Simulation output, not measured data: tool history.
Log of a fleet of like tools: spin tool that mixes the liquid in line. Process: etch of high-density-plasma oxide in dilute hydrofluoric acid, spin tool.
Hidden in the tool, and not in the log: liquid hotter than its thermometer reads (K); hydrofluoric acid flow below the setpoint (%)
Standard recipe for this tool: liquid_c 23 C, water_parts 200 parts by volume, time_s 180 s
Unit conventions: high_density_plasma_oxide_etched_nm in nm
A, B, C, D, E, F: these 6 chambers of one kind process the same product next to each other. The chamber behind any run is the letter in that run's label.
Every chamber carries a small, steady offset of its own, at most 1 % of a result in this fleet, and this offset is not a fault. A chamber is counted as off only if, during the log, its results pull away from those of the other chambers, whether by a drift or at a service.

run,day,liquid_c,water_parts,time_s,hours since the thermometer was replaced,hours since the hydrofluoric acid flow meter was replaced,"read-back film thickness of the high-density-plasma oxide reference wafer, read on the same gauge (nm)",high_density_plasma_oxide_etched_nm
1F,0.533,23,200,180,536.7,701.4,90.01,3.9501
2E,0.983,23,200,180,626.9,475.7,90.008,3.9833
3D,1.55,23,200,180,157.9,334.4,90.006,3.9529
4A,2.196,23,200,180,114,1310.8,89.997,3.9448
5B,2.633,23,200,255,530.3,505.8,89.987,5.486
6C,2.988,23,200,255,1422.6,244.2,89.988,5.5768
7E,3.333,23,200,255,683.3,532.1,90.001,5.6331
8B,3.996,23,200,255,563,538.5,90,5.5274
9C,4.638,23,200,255,1462.2,283.8,89.99,5.5602
10A,4.942,23,200,255,179.9,1376.7,90.003,5.5467
11F,5.246,23,200,260,649.8,814.5,89.993,5.6763
12D,5.867,23,200,260,261.5,438,90.005,5.6479
13F,6.162,23,200,260,671.8,836.5,90,5.6512
14E,6.475,23,200,260,758.7,607.5,90.023,5.6801
15C,6.812,23,200,260,1514.4,336,90.008,5.6971
16A,7.242,23,200,260,235.1,1431.9,89.991,5.7028
17D,7.533,23,200,180,301.5,478,89.995,3.913
# day 8.167: chamber C: thermometer replaced
18B,8.183,23,200,180,663.5,639,89.992,3.8531
19F,8.708,23,200,180,732.9,897.6,89.999,3.9321
20E,9.246,23,265,225,825.2,674,89.995,3.4921
21B,9.542,23,265,225,696.1,671.6,89.984,3.465
22A,9.917,23,265,225,299.3,1496.1,89.985,3.4464
23D,10.3,23,265,225,367.9,544.4,89.988,3.4277
24C,10.896,23,265,225,65.6,434,89.992,3.4957
25D,11.204,23,265,225,389.6,566.1,89.99,3.459
26F,11.746,23,200,180,805.8,970.5,90,3.9181
27E,12.038,23,200,180,892.2,741,90.001,3.971
28C,12.667,20,200,270,108.1,476.5,90.012,5.2325
29B,13.296,20,200,270,786.2,761.7,90.014,5.215
30A,13.679,20,200,270,389.6,1586.4,89.999,5.1917
31E,14.038,20,200,270,940.2,789,89.99,5.2949
32D,14.625,20,200,270,471.7,648.2,89.998,5.2213
33F,15.129,20,200,270,887,1051.7,90.012,5.2661
34C,15.783,23,200,180,182.9,551.3,90,3.9018
35B,16.292,23,200,180,858.1,833.6,89.985,3.8907
36A,16.912,23,200,180,467.2,1664,90.01,3.7928
37C,17.492,27,240,180,223.9,592.3,89.997,3.6386
38F,18.125,27,240,180,958.9,1123.6,90.019,3.6072
39B,18.462,27,240,180,910.2,885.7,89.994,3.5876
40A,18.958,27,240,180,516.3,1713.1,90.008,3.5038
41E,19.517,27,240,180,1071.7,920.5,90.005,3.6413
42D,19.838,27,240,180,596.8,773.3,90.001,3.6178
43A,20.217,23,200,180,546.5,1743.3,89.99,3.7499

Next, every chamber runs the same settings. What will each give?
44A,20.704,23,200,115,,,,?
44B,20.704,23,200,115,,,,?
44C,20.704,23,200,115,,,,?
44D,20.704,23,200,115,,,,?
44E,20.704,23,200,115,,,,?
44F,20.704,23,200,115,,,,?

run,high_density_plasma_oxide_etched_nm
44A,2.393
44B,2.4934
44C,2.5266
44D,2.5211
44E,2.5382
44F,2.4814
